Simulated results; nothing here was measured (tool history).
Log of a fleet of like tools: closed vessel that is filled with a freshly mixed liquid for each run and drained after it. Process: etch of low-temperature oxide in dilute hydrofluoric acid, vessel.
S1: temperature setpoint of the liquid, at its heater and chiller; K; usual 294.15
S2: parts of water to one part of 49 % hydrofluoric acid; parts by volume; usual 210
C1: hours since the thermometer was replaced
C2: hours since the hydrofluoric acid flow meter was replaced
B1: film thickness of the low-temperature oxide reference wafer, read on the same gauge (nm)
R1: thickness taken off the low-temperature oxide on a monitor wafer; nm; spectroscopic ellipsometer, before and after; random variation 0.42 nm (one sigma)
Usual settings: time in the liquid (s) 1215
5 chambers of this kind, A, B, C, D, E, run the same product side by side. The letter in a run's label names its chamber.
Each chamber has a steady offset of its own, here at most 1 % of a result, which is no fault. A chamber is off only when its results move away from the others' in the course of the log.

Run 1B, hour 12: usual settings; C1 1115.5; C2 41.7; B1 59.991. Result: R1 48.102 nm.
Run 2A, hour 24: usual settings; C1 1203.2; C2 256.5; B1 59.988. Result: R1 48.973 nm.
Run 3D, hour 30.4: usual settings; C1 1019; C2 503.6; B1 59.921. Result: R1 48.231 nm.
Run 4E, hour 43.7: usual settings; C1 460.5; C2 91.5; B1 59.999. Result: R1 47.821 nm.
At hour 49.3: chamber B: thermometer replaced.
Run 5C, hour 51.3: usual settings; C1 799.3; C2 253.1; B1 59.989. Result: R1 49.322 nm.
Run 6E, hour 59.1: usual settings; C1 475.9; C2 106.9; B1 59.981. Result: R1 48.098 nm.
Run 7B, hour 68.5: usual settings; C1 19.2; C2 98.2; B1 59.981. Result: R1 48.524 nm.
Run 8C, hour 81.9: usual settings; C1 829.9; C2 283.7; B1 59.967. Result: R1 48.118 nm.
Run 9A, hour 95.6: usual settings; C1 1274.8; C2 328.1; B1 59.98. Result: R1 47.518 nm.
Run 10D, hour 105.1: usual settings but S2 175 parts by volume; C1 1093.7; C2 578.3; B1 60.013. Result: R1 60.474 nm.
Run 11A, hour 116.8: usual settings but S2 175 parts by volume; C1 1296; C2 349.3; B1 59.968. Result: R1 60.672 nm.
Run 12C, hour 123.9: usual settings but S2 175 parts by volume; C1 871.9; C2 325.7; B1 59.943. Result: R1 60.37 nm.
Run 13D, hour 133.4: usual settings but S2 175 parts by volume; C1 1122; C2 606.6; B1 59.99. Result: R1 61.305 nm.
Run 14E, hour 142.3: usual settings but S2 175 parts by volume; C1 559.1; C2 190.1; B1 59.96. Result: R1 61.071 nm.
Run 15B, hour 153.2: usual settings; C1 103.9; C2 182.9; B1 60.01. Result: R1 47.69 nm.
Run 16A, hour 166.3: usual settings; C1 1345.5; C2 398.8; B1 60.017. Result: R1 48.217 nm.
Run 17E, hour 173.4: usual settings; C1 590.2; C2 221.2; B1 59.964. Result: R1 48.036 nm.
Run 18B, hour 183.9: usual settings but S2 160 parts by volume; C1 134.6; C2 213.6; B1 59.995. Result: R1 67.18 nm.
Run 19D, hour 192: usual settings but S2 160 parts by volume; C1 1180.6; C2 665.2; B1 60.01. Result: R1 66.944 nm.
Run 20C, hour 199.6: usual settings but S2 160 parts by volume; C1 947.6; C2 401.4; B1 59.968. Result: R1 65.603 nm.
Run 21A, hour 212: usual settings but S2 160 parts by volume; C1 1391.2; C2 444.5; B1 60.009. Result: R1 66.089 nm.
Run 22C, hour 225.6: usual settings but S2 160 parts by volume; C1 973.6; C2 427.4; B1 59.987. Result: R1 66.978 nm.
Run 23D, hour 238.2: usual settings but S1 296.15 K; C1 1226.8; C2 711.4; B1 60.022. Result: R1 52.64 nm.
Run 24E, hour 251.6: usual settings but S1 296.15 K; C1 668.4; C2 299.4; B1 59.967. Result: R1 51.605 nm.
Run 25B, hour 259.4: usual settings but S1 296.15 K; C1 210.1; C2 289.1; B1 60.013. Result: R1 52.346 nm.
Run 26E, hour 268.7: usual settings but S1 296.15 K; C1 685.5; C2 316.5; B1 60.009. Result: R1 52.497 nm.
At hour 269.6: chamber D: thermometer replaced.
Run 27B, hour 277.8: usual settings but S1 296.15 K; C1 228.5; C2 307.5; B1 59.969. Result: R1 51.961 nm.
Run 28C, hour 286.6: usual settings; C1 1034.6; C2 488.4; B1 60.028. Result: R1 47.716 nm.
Run 29D, hour 300.7: usual settings; C1 31.1; C2 773.9; B1 60.015. Result: R1 47.423 nm.
Run 30A, hour 310: usual settings; C1 1489.2; C2 542.5; B1 60.059. Result: R1 45.834 nm.
Run 31C, hour 323.4: usual settings; C1 1071.4; C2 525.2; B1 60.003. Result: R1 48.593 nm.
Run 32A, hour 336.9: usual settings; C1 1516.1; C2 569.4; B1 60.046. Result: R1 45.276 nm.
Run 33D, hour 351.1: usual settings; C1 81.5; C2 824.3; B1 60.034. Result: R1 47.887 nm.
Run 34B, hour 363.1: usual settings but S1 291.65 K, S2 165 parts by volume; C1 313.8; C2 392.8; B1 59.971. Result: R1 57.907 nm.
Run 35E, hour 374.9: usual settings but S1 291.65 K, S2 165 parts by volume; C1 791.7; C2 422.7; B1 60.03. Result: R1 58.042 nm.
Run 36D, hour 381.7: usual settings but S1 291.65 K, S2 165 parts by volume; C1 112.1; C2 854.9; B1 59.986. Result: R1 58.395 nm.
Run 37A, hour 393.5: usual settings but S1 291.65 K, S2 165 parts by volume; C1 1572.7; C2 626; B1 59.989. Result: R1 54.175 nm.
Run 38E, hour 401.9: usual settings but S1 291.65 K, S2 165 parts by volume; C1 818.7; C2 449.7; B1 60.018. Result: R1 58.899 nm.
Run 39B, hour 413.4: usual settings; C1 364.1; C2 443.1; B1 60.063. Result: R1 47.408 nm.
Run 40C, hour 426.7: usual settings; C1 1174.7; C2 628.5; B1 59.987. Result: R1 47.837 nm.
Run 41A, hour 436.8: usual settings; C1 1616; C2 669.3; B1 59.977. Result: R1 43.758 nm.
Run 42C, hour 447.6: usual settings; C1 1195.6; C2 649.4; B1 59.972. Result: R1 47.995 nm.

Is one chamber off against the others, does the gauge drift, or is nothing wrong? If a chamber is off, say which, and what the likeliest cause is.

Chamber A drifts away from the others.
Cause: hydrofluoric acid flow below the setpoint (%) = 9.53.

Here are 4 candidates for chamber A's next run, each the usual settings with a change, their results left as question marks. Which one brings its results back in line with what the others give on the usual settings?
In line means no further than this from the other chambers' mean on the usual settings: R1 1.4 nm
Run 43A-1, hour 457.8: usual settings but S2 200 parts by volume, time in the liquid (s) 1280. Result: R1 ?.
Run 43A-2, hour 457.8: usual settings but S2 220 parts by volume, time in the liquid (s) 1150. Result: R1 ?.
Run 43A-3, hour 457.8: usual settings but time in the liquid (s) 1030. Result: R1 ?.
Run 43A-4, hour 457.8: usual settings but S1 294.65 K, S2 185 parts by volume. Result: R1 ?.

The other chambers' mean on the usual settings: R1 48.153 nm
  run      R1
43A-1  48.311
43A-2  38.622
43A-3  36.627
43A-4  51.364
43A-1 brings the chamber back in line.
